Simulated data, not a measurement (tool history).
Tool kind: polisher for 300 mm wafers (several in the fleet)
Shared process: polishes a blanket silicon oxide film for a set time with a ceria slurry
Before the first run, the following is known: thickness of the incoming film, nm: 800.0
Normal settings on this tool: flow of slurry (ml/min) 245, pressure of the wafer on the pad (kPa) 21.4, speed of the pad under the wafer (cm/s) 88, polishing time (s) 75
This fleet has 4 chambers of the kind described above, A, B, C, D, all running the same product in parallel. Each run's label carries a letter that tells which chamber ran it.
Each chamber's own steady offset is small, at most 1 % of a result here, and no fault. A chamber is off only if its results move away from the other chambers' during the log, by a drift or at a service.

run	hour	flow of slurry (ml/min)	pressure of the wafer on the pad (kPa)	speed of the pad under the wafer (cm/s)	polishing time (s)	wafers polished on this pad	hours since the slurry nozzle was cleaned	hours since the head pressure was calibrated	film removed (angstrom)
1C	7.2	245	21.4	88	75	193	783	69.9	3278.5
2B	15.5	245	21.4	88	75	580	312.1	16.4	3308.7
# hour 27.1: chamber D: worn pad replaced by a new one
3D	30.4	245	21.4	88	75	21	80.6	515.9	3328.4
4A	37.2	245	21.4	88	75	1330	311.4	216	3275.9
# hour 42.9: chamber A: worn pad replaced by a new one
5B	46.1	245	21.4	88	75	776	342.7	47	3278.5
6C	60.5	245	21.4	88	75	533	836.3	123.2	3340.3
7A	71.5	245	21.4	88	75	183	345.7	250.3	3296.5
8D	83	245	21.4	88	75	357	133.2	568.5	3307.8
# hour 84: chamber B: slurry nozzle cleaned
9D	94.9	245	21.4	88	75	433	145.1	580.4	3315
# hour 98.3: chamber C: worn pad replaced by a new one
# hour 98.6: chamber B: worn pad replaced by a new one
10B	107.7	245	21.4	88	75	58	23.8	108.6	3303.5
11A	116.9	245	21.4	88	75	472	391.1	295.7	3246.5
12C	127.1	245	21.4	88	75	184	902.9	189.8	3299.2
# hour 135.3: chamber C: slurry nozzle cleaned
13B	139.3	245	25.5	88	75	260	55.4	140.2	3919.3
14D	147.1	245	25.5	88	75	766	197.3	632.6	3897.4
15A	159.9	245	25.5	88	75	747	434.1	338.7	3946.9
16C	168	245	25.5	88	75	445	32.7	230.7	3927.9
17A	176.4	245	21.4	88	50	852	450.6	355.2	2190.7
18C	188.6	245	21.4	88	50	576	53.3	251.3	2201.8
19D	198.9	245	21.4	88	50	1097	249.1	684.4	2217.8
20B	208.6	245	21.4	88	50	702	124.7	209.5	2198.7
# hour 209: chamber D: slurry nozzle cleaned
# hour 214.7: chamber D: worn pad replaced by a new one
# hour 222.8: chamber A: worn pad replaced by a new one
21C	223.6	245	21.4	88	75	800	88.3	286.3	3296.2
22D	231.6	185	21.4	88	61	107	22.6	717.1	2577.8
# hour 238.2: chamber A: slurry nozzle cleaned
23A	243.4	185	21.4	88	61	132	5.3	422.2	2611.5
# hour 244.7: chamber B: worn pad replaced by a new one
24B	250.2	185	21.4	88	61	35	166.3	251.1	2619.9
# hour 257.5: chamber C: worn pad replaced by a new one
25B	260.2	185	21.4	88	61	99	176.3	261.1	2556.9
26A	269.7	245	21.4	88	75	300	31.6	448.5	3237.5
27C	280.4	245	23.4	88	75	146	145.1	343.1	3603.8
28D	286.9	245	23.4	88	75	461	77.9	772.4	3614.2
29D	297.9	245	23.4	88	75	531	88.9	783.4	3639
# hour 306.2: chamber D: head pressure recalibrated
30B	309.3	245	23.4	88	75	412	225.4	310.2	3639.7
31C	318.1	245	21.4	88	75	387	182.8	380.8	3283.7
32A	328	245	21.4	88	75	672	89.9	506.8	3279.3
33D	338.9	245	21.4	88	75	793	129.9	32.8	3333.8
# hour 351.9: chamber B: head pressure recalibrated
34B	351.9	245	21.4	88	75	684	268	0	3263.5
35C	363.8	245	21.4	88	75	679	228.5	426.5	3297.6
36A	370.9	245	21.4	88	75	946	132.8	549.7	3310.7
37A	383.4	245	21.4	88	75	1026	145.3	562.2	3279
38B	396.9	245	21.4	88	75	971	313	45	3316.3

Predict what each chamber gives when all 4 of them run the settings below next.
39A	407.7	245	21.4	88	75				?
39B	407.7	245	21.4	88	75				?
39C	407.7	245	21.4	88	75				?
39D	407.7	245	21.4	88	75				?

run	film removed (angstrom)
39A	3283.5
39B	3274.1
39C	3318.5
39D	3315.6
